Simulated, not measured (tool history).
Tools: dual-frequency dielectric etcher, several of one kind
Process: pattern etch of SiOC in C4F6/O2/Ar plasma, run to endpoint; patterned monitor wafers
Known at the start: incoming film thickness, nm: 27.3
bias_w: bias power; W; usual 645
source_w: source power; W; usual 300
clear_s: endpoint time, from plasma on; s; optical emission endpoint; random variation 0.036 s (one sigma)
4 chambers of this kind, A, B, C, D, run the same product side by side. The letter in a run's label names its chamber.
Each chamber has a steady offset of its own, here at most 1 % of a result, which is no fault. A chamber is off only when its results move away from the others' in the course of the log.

run 1C hour=6.9 | bias_w=645 source_w=300 | clear_s=9.2974
run 2A hour=15.8 | bias_w=645 source_w=300 | clear_s=9.4004
run 3D hour=25.5 | bias_w=645 source_w=300 | clear_s=9.3052
run 4B hour=33.6 | bias_w=645 source_w=300 | clear_s=9.3211
run 5D hour=40.6 | bias_w=645 source_w=300 | clear_s=9.1925
run 6A hour=54.4 | bias_w=645 source_w=300 | clear_s=9.3688
run 7C hour=63.0 | bias_w=645 source_w=300 | clear_s=9.2845
run 8B hour=70.0 | bias_w=555 source_w=230 | clear_s=10.7970
-- hour=70.8 chamber A: bias power generator calibrated
run 9C hour=76.5 | bias_w=555 source_w=230 | clear_s=10.8200
run 10B hour=88.4 | bias_w=555 source_w=230 | clear_s=10.8910
run 11D hour=95.4 | bias_w=555 source_w=230 | clear_s=10.7910
run 12A hour=108.2 | bias_w=645 source_w=300 | clear_s=9.3922
run 13D hour=118.1 | bias_w=645 source_w=300 | clear_s=9.3271
run 14B hour=125.5 | bias_w=645 source_w=300 | clear_s=9.2406
run 15C hour=134.5 | bias_w=645 source_w=300 | clear_s=9.3102
run 16A hour=142.1 | bias_w=645 source_w=300 | clear_s=9.3361
run 17B hour=149.2 | bias_w=645 source_w=300 | clear_s=9.1686
run 18C hour=161.6 | bias_w=645 source_w=300 | clear_s=9.2376
run 19A hour=170.7 | bias_w=645 source_w=300 | clear_s=9.3629
run 20D hour=177.6 | bias_w=645 source_w=300 | clear_s=9.2142
run 21D hour=185.2 | bias_w=645 source_w=300 | clear_s=9.2300
run 22C hour=193.2 | bias_w=645 source_w=300 | clear_s=9.2898
run 23B hour=200.1 | bias_w=645 source_w=300 | clear_s=9.1441
run 24A hour=207.1 | bias_w=645 source_w=300 | clear_s=9.3327
run 25D hour=220.6 | bias_w=645 source_w=300 | clear_s=9.1978
run 26B hour=231.1 | bias_w=645 source_w=300 | clear_s=9.0942
run 27A hour=238.6 | bias_w=645 source_w=300 | clear_s=9.3121
run 28C hour=250.5 | bias_w=645 source_w=300 | clear_s=9.2888
run 29C hour=258.5 | bias_w=645 source_w=300 | clear_s=9.2947
run 30A hour=266.9 | bias_w=645 source_w=300 | clear_s=9.3853
run 31B hour=274.0 | bias_w=645 source_w=300 | clear_s=9.0669
run 32D hour=282.2 | bias_w=645 source_w=300 | clear_s=9.2088
-- hour=286.5 chamber A: wet clean of the chamber
run 33D hour=295.0 | bias_w=645 source_w=300 | clear_s=9.2548
run 34B hour=304.0 | bias_w=645 source_w=300 | clear_s=9.0921
run 35C hour=316.7 | bias_w=645 source_w=300 | clear_s=9.1858
run 36A hour=323.1 | bias_w=645 source_w=300 | clear_s=9.3013
run 37B hour=333.8 | bias_w=645 source_w=300 | clear_s=9.0079
run 38D hour=347.0 | bias_w=645 source_w=300 | clear_s=9.2822
run 39C hour=360.6 | bias_w=645 source_w=300 | clear_s=9.2546

Is one chamber off against the others, does the gauge drift, or is nothing wrong? If a chamber is off, say which, and what the likeliest cause is.

Chamber B drifts away from the others.
Cause: etch rate over this chamber's usual, % = 3.48.

Here are 4 candidates for chamber B's next run, each the usual settings with a change, their results left as question marks. Which one brings its results back in line with what the others give on the usual settings?
In line means no further than this from the other chambers' mean on the usual settings: clear_s 0.1300 s
run 40B-1 hour=370.9 | bias_w=645 source_w=350 | clear_s=?
run 40B-2 hour=370.9 | bias_w=616 source_w=290 | clear_s=?
run 40B-3 hour=370.9 | bias_w=545 source_w=300 | clear_s=?
run 40B-4 hour=370.9 | bias_w=645 source_w=330 | clear_s=?

The other chambers' mean on the usual settings: clear_s 9.2833 s
run=40B-1 clear_s=8.4865
run=40B-2 clear_s=9.2401
run=40B-3 clear_s=9.5630
run=40B-4 clear_s=8.6677
40B-2 brings the chamber back in line.
